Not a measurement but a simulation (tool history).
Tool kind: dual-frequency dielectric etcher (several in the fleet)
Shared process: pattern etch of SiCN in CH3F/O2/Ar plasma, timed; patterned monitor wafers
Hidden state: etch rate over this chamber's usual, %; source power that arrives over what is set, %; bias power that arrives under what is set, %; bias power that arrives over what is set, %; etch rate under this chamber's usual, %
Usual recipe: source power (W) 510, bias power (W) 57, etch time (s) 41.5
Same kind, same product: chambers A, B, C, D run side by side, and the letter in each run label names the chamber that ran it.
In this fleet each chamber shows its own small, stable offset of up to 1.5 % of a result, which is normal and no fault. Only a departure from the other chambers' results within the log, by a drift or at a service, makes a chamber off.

run	hour	source power (W)	bias power (W)	etch time (s)	hours since the last wet clean	hours since the last source power generator calibration	hours since the last bias power generator calibration	read-back reference wafer on the same gauge, depth_nm	mean etch depth across the wafer (nm)
1C	2.8	510	57	41.5	422.4	2448.3	2300.8	18.899	15.906
2D	6.8	510	57	41.5	283.7	707.5	908	18.905	15.766
3A	10.5	510	57	41.5	305.6	3229.6	580.8	18.904	15.77
4B	15	510	57	41.5	329.4	285.3	18.5	18.91	15.665
5D	19.6	510	57	41.5	296.5	720.3	920.8	18.923	15.749
6B	24.9	510	51	53	339.3	295.2	28.4	18.908	19.345
7A	28.9	510	51	53	324	3248	599.2	18.925	19.46
8C	32	510	51	53	451.6	2477.5	2330	18.931	19.67
9B	35.7	510	51	53	350.1	306	39.2	18.929	19.289
10C	40.3	510	57	41.5	459.9	2485.8	2338.3	18.927	15.953
11D	42.6	510	57	41.5	319.5	743.3	943.8	18.932	15.79
12A	47	510	57	41.5	342.1	3266.1	617.3	18.936	15.776
13C	50.3	510	57	41.5	469.9	2495.8	2348.3	18.941	15.933
14D	52.7	510	57	41.5	329.6	753.4	953.9	18.94	15.807
15B	55.3	510	57	41.5	369.7	325.6	58.8	18.939	15.678
16A	58.7	510	57	41.5	353.8	3277.8	629	18.95	15.765
17B	62.4	510	57	41.5	376.8	332.7	65.9	18.95	15.725
18D	66.7	510	57	41.5	343.6	767.4	967.9	18.953	15.825
19C	68.9	510	57	41.5	488.5	2514.4	2366.9	18.955	16.013
20A	71.4	510	57	41.5	366.5	3290.5	641.7	18.952	15.781
21D	74.6	510	57	41.5	351.5	775.3	975.8	18.962	15.8
22C	78.2	510	57	41.5	497.8	2523.7	2376.2	18.952	16.034
23B	81.9	510	57	41.5	396.3	352.2	85.4	18.966	15.718
24A	84.2	510	57	41.5	379.3	3303.3	654.5	18.966	15.786
25B	87.5	510	57	41.5	401.9	357.8	91	18.965	15.774
26D	91.4	510	57	41.5	368.3	792.1	992.6	18.972	15.833
# hour 94.4: chamber D: wet clean of the chamber
27A	95.5	600	52	41.5	390.6	3314.6	665.8	18.973	16.354
28C	100.1	600	52	41.5	519.7	2545.6	2398.1	18.98	16.544
29A	102.6	600	52	41.5	397.7	3321.7	672.9	18.982	16.355
30D	104.9	600	52	41.5	10.6	805.6	1006.1	18.981	16.366
31C	109.4	510	57	41.5	529	2554.9	2407.4	18.984	16.009
32B	112.7	510	57	41.5	427.1	383	116.2	18.979	15.707
33D	115.6	510	57	41.5	21.3	816.3	1016.8	18.997	15.862
34C	120.5	510	57	41.5	540.1	2566	2418.5	19.004	16.014
# hour 121.4: chamber B: wet clean of the chamber
35B	123.3	510	57	41.5	1.9	393.6	126.8	18.992	15.743
36A	128.3	510	57	41.5	423.4	3347.4	698.6	19	15.808
37A	133.5	430	69	41.5	428.6	3352.6	703.8	19.007	15.785
38C	138.6	430	69	41.5	558.2	2584.1	2436.6	19.005	15.98
39D	141.9	430	69	41.5	47.6	842.6	1043.1	19.007	15.825
40B	144.1	430	69	41.5	22.7	414.4	147.6	19.015	15.761
41B	147.2	510	57	41.5	25.8	417.5	150.7	19.011	15.821
42C	150.5	510	57	41.5	570.1	2596	2448.5	19.013	16.058

Is one chamber out of step, is the gauge drifting, or do the chambers differ by no more than their own small offsets? For an off chamber, give its letter and the likeliest cause.

The gauge drifts, so all chambers seem to drift together. No chamber is off.
Cause: gauge reads high (%) = 0.626.
